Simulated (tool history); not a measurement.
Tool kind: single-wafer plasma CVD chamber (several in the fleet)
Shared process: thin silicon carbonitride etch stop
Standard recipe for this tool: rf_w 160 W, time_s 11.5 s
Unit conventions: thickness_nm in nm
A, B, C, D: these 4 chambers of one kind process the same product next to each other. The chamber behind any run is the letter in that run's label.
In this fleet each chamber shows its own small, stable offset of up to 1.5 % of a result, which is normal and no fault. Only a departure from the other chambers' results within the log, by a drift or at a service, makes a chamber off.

run   hour  rf_w  time_s  hours since the last thermocouple change  hours since the last RF generator calibration  read-back reference wafer on the same gauge, thickness_nm  thickness_nm
 1D    3.6   160    11.5                                    2008.8                                          609.5                                                     5.6230        6.0162
 2B    7.2   160    11.5                                     161.8                                          155.8                                                     5.6213        6.1174
 3A   13.1   160    11.5                                     589.7                                           66.9                                                     5.6225        6.1126
 4C   19.2   160    11.5                                     372.6                                          706.9                                                     5.6249        6.1626
 5D   25.8   160    11.5                                    2031.0                                          631.7                                                     5.6226        6.0233
 6B   33.0   160    11.5                                     187.6                                          181.6                                                     5.6165        6.1896
 7A   40.5   190     9.5                                     617.1                                           94.3                                                     5.6188        5.3245
 8C   44.9   190     9.5                                     398.3                                          732.6                                                     5.6235        5.3251
 9C   50.5   190     9.5                                     403.9                                          738.2                                                     5.6268        5.3634
10B   58.7   190     9.5                                     213.3                                          207.3                                                     5.6208        5.3191
11A   62.3   190    11.5                                     638.9                                          116.1                                                     5.6200        6.5069
12D   66.7   190    11.5                                    2071.9                                          672.6                                                     5.6222        6.3244
13B   74.2   190    11.5                                     228.8                                          222.8                                                     5.6234        6.4229
14D   78.8   190    11.5                                    2084.0                                          684.7                                                     5.6212        6.3203
15C   86.7   160    11.5                                     440.1                                          774.4                                                     5.6184        6.1747
16A   91.3   160    11.5                                     667.9                                          145.1                                                     5.6167        6.1638
17D   98.6   160    11.5                                    2103.8                                          704.5                                                     5.6204        6.0080
18A  104.4   160    11.5                                     681.0                                          158.2                                                     5.6190        6.1111
19B  110.8   160    11.5                                     265.4                                          259.4                                                     5.6113        6.0671
20C  117.6   160    11.5                                     471.0                                          805.3                                                     5.6200        6.1164
21C  121.8   160    11.5                                     475.2                                          809.5                                                     5.6168        6.1977
22A  125.4   160    11.5                                     702.0                                          179.2                                                     5.6169        6.1118
23B  131.3   160    11.5                                     285.9                                          279.9                                                     5.6216        6.1103
24D  137.5   160    11.5                                    2142.7                                          743.4                                                     5.6201        6.0494

One chamber off, gauge drift, or nothing amiss beyond the chambers' own small offsets? If it is a chamber, which one, and what is the likeliest cause?

No chamber is off and the gauge is stable; the differences are just each chamber's small, constant offset.
